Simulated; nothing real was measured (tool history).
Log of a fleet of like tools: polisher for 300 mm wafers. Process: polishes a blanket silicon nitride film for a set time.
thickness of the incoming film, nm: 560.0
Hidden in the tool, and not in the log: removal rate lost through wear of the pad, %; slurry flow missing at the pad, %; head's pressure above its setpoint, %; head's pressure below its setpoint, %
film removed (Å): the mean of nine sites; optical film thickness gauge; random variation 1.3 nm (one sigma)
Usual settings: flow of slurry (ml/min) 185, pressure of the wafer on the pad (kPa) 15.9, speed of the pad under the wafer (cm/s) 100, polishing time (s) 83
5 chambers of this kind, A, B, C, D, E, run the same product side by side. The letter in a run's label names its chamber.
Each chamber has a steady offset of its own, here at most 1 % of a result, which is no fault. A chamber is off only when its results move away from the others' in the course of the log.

run    day  flow of slurry (ml/min)  pressure of the wafer on the pad (kPa)  speed of the pad under the wafer (cm/s)  polishing time (s)  wafers polished on this pad  hours since the slurry nozzle was cleaned  hours since the head pressure was calibrated  film removed (Å)
 1A  0.167                      185                                    15.9                                      100                  83                           52                                      407.4                                         194.7           1117.70
 2D  0.362                      185                                    15.9                                      100                  83                          808                                      517.0                                         338.3           1144.20
 3E  0.546                      185                                    15.9                                      100                  83                          225                                      315.2                                         226.8           1127.30
 4B  0.683                      185                                    15.9                                      100                  83                          584                                      253.7                                        1283.1           1155.60
 5C  0.812                      185                                    15.9                                      100                  83                          760                                      430.2                                         116.4           1141.00
     1.042  -- chamber A: slurry nozzle cleaned
 6A  1.058                      185                                    15.9                                      100                  83                          229                                        0.4                                         216.1           1150.70
 7D  1.179                      185                                    15.9                                      100                  83                          970                                      536.6                                         357.9           1112.40
 8B  1.367                      185                                    15.9                                      100                  83                          719                                      270.1                                        1299.5           1155.90
     1.550  -- chamber D: worn pad replaced by a new one
 9C  1.562                      185                                    15.9                                      100                  83                          909                                      448.2                                         134.4           1134.10
     1.746  -- chamber E: slurry nozzle cleaned
10E  1.775                      185                                    15.9                                      100                  97                          469                                        0.7                                         256.3           1298.20
11D  1.933                      185                                    15.9                                      100                  97                           76                                      554.7                                         376.0           1324.60
12B  2.104                      185                                    15.9                                      100                  97                          866                                      287.8                                        1317.2           1360.90
13A  2.333                      185                                    15.9                                      100                  97                          482                                       31.0                                         246.7           1337.10
14E  2.525                      185                                    15.9                                      100                  97                          618                                       18.7                                         274.3           1320.60
15C  2.683                      185                                    15.9                                      100                  83                         1131                                      475.1                                         161.3           1148.00
     2.792  -- chamber B: worn pad replaced by a new one
16D  2.833                      185                                    13.8                                       86                  83                          254                                      576.3                                         397.6            866.65
17E  2.983                      185                                    13.8                                       86                  83                          709                                       29.7                                         285.3            854.42
     3.038  -- chamber C: slurry nozzle cleaned
     3.092  -- chamber A: worn pad replaced by a new one
18B  3.171                      185                                    13.8                                       86                  83                           75                                      313.4                                        1342.8            887.40
19A  3.375                      185                                    13.8                                       86                  83                           56                                       56.0                                         271.7            877.69
     3.479  -- chamber C: worn pad replaced by a new one
20C  3.562                      185                                    13.8                                       86                  83                           16                                       12.7                                         182.4            872.53
21D  3.775                      185                                    15.9                                      100                  83                          441                                      598.9                                         420.2           1130.20
22E  3.942                      185                                    15.9                                      100                  83                          899                                       52.7                                         308.3           1074.30
23C  4.188                      185                                    15.9                                      100                  83                          140                                       27.7                                         197.4           1137.60
24B  4.425                      185                                    15.9                                      100                  83                          324                                      343.5                                        1372.9           1143.30
25A  4.538                      185                                    15.9                                      100                  83                          287                                       83.9                                         299.6           1117.10
26A  4.771                      185                                    12.4                                       80                  83                          333                                       89.5                                         305.2            751.62
27B  4.942                      185                                    12.4                                       80                  83                          427                                      355.9                                        1385.3            753.70
28D  5.062                      185                                    12.4                                       80                  83                          697                                      629.8                                         451.1            740.08
29C  5.208                      185                                    12.4                                       80                  83                          343                                       52.2                                         221.9            744.84
30E  5.433                      185                                    12.4                                       80                  83                         1195                                       88.5                                         344.1            664.13

Is one chamber off against the others, does the gauge drift, or is nothing wrong? If a chamber is off, say which, and what the likeliest cause is.

Chamber E drifts away from the others.
Cause: head's pressure below its setpoint, % = 12.6.
The log may not tell that from: removal rate lost through wear of the pad, %.

Here are 4 candidates for chamber E's next run, each the usual settings with a change, their results left as question marks. Which one brings its results back in line with what the others give on the usual settings?
In line means no further than this from the other chambers' mean on the usual settings: film removed (Å) 47.00
31E-1  5.621                      190                                    15.9                                      100                 103                                                                                                                                       ?
31E-2  5.621                      185                                    13.8                                       90                  83                                                                                                                                       ?
31E-3  5.621                      180                                    13.8                                      100                  83                                                                                                                                       ?
31E-4  5.621                      185                                    16.5                                      104                  87                                                                                                                                       ?

The other chambers' mean on the usual settings: film removed (Å) 1138.50
  run  film removed (Å)
31E-1           1250.30
31E-2            801.41
31E-3            868.55
31E-4           1133.20
31E-4 brings the chamber back in line.
